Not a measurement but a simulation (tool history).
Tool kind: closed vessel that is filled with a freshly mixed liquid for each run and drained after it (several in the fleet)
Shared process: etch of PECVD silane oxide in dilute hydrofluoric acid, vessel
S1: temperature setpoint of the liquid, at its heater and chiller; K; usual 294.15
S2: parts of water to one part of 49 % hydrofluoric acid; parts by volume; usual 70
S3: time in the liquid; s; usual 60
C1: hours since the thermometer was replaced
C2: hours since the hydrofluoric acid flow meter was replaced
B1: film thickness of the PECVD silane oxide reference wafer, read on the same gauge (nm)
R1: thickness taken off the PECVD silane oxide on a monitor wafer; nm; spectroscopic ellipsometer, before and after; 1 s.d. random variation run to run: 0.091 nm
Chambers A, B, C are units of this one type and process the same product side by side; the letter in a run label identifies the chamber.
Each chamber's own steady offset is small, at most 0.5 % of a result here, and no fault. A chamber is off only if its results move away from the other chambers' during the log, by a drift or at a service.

Run 1A, hour 5.1: usual settings; C1 1050.7; C2 377.1; B1 130.02. Result: R1 11.856 nm.
Run 2B, hour 8.1: usual settings; C1 739.8; C2 1271.4; B1 129.99. Result: R1 11.753 nm.
Run 3C, hour 13.9: usual settings; C1 900.1; C2 1136.6; B1 129.98. Result: R1 11.793 nm.
Run 4C, hour 19.1: usual settings; C1 905.3; C2 1141.8; B1 129.98. Result: R1 11.763 nm.
Run 5B, hour 22.8: usual settings; C1 754.5; C2 1286.1; B1 129.97. Result: R1 11.874 nm.
Run 6A, hour 25.7: usual settings; C1 1071.3; C2 397.7; B1 129.97. Result: R1 11.804 nm.
Run 7C, hour 29.8: usual settings; C1 916; C2 1152.5; B1 129.99. Result: R1 11.695 nm.
Run 8B, hour 32.8: usual settings; C1 764.5; C2 1296.1; B1 130.01. Result: R1 11.832 nm.
Run 9A, hour 38.5: usual settings; C1 1084.1; C2 410.5; B1 129.99. Result: R1 11.95 nm.
Run 10C, hour 43.3: usual settings; C1 929.5; C2 1166; B1 130. Result: R1 11.9 nm.
Run 11A, hour 47: usual settings; C1 1092.6; C2 419; B1 129.99. Result: R1 11.849 nm.
Run 12B, hour 52.2: usual settings; C1 783.9; C2 1315.5; B1 129.98. Result: R1 11.845 nm.
Run 13C, hour 57.8: usual settings but S3 30 s; C1 944; C2 1180.5; B1 130.02. Result: R1 5.9887 nm.
Run 14B, hour 61.5: usual settings but S3 30 s; C1 793.2; C2 1324.8; B1 130.03. Result: R1 5.9043 nm.
Run 15A, hour 66.4: usual settings but S3 30 s; C1 1112; C2 438.4; B1 130.03. Result: R1 5.906 nm.
Run 16B, hour 70: usual settings; C1 801.7; C2 1333.3; B1 130.04. Result: R1 11.874 nm.
Run 17A, hour 72.9: usual settings; C1 1118.5; C2 444.9; B1 129.97. Result: R1 11.788 nm.
Run 18C, hour 76: usual settings; C1 962.2; C2 1198.7; B1 129.99. Result: R1 11.917 nm.
Run 19A, hour 79.3: usual settings but S1 290.15 K, S2 35 parts by volume; C1 1124.9; C2 451.3; B1 130.03. Result: R1 20.496 nm.
Run 20C, hour 83.6: usual settings but S1 290.15 K, S2 35 parts by volume; C1 969.8; C2 1206.3; B1 130.03. Result: R1 20.3 nm.
Run 21B, hour 88.9: usual settings but S1 290.15 K, S2 35 parts by volume; C1 820.6; C2 1352.2; B1 129.98. Result: R1 20.404 nm.
Run 22C, hour 92.8: usual settings; C1 979; C2 1215.5; B1 130.03. Result: R1 11.739 nm.

All chambers now run identical settings, listed one chamber a line with results as question marks. What results will each chamber show?
Run 23A, hour 97.4: usual settings but S1 296.15 K. Result: R1 ?.
Run 23B, hour 97.4: usual settings but S1 296.15 K. Result: R1 ?.
Run 23C, hour 97.4: usual settings but S1 296.15 K. Result: R1 ?.

run      R1
23A  12.968
23B  12.812
23C  12.795
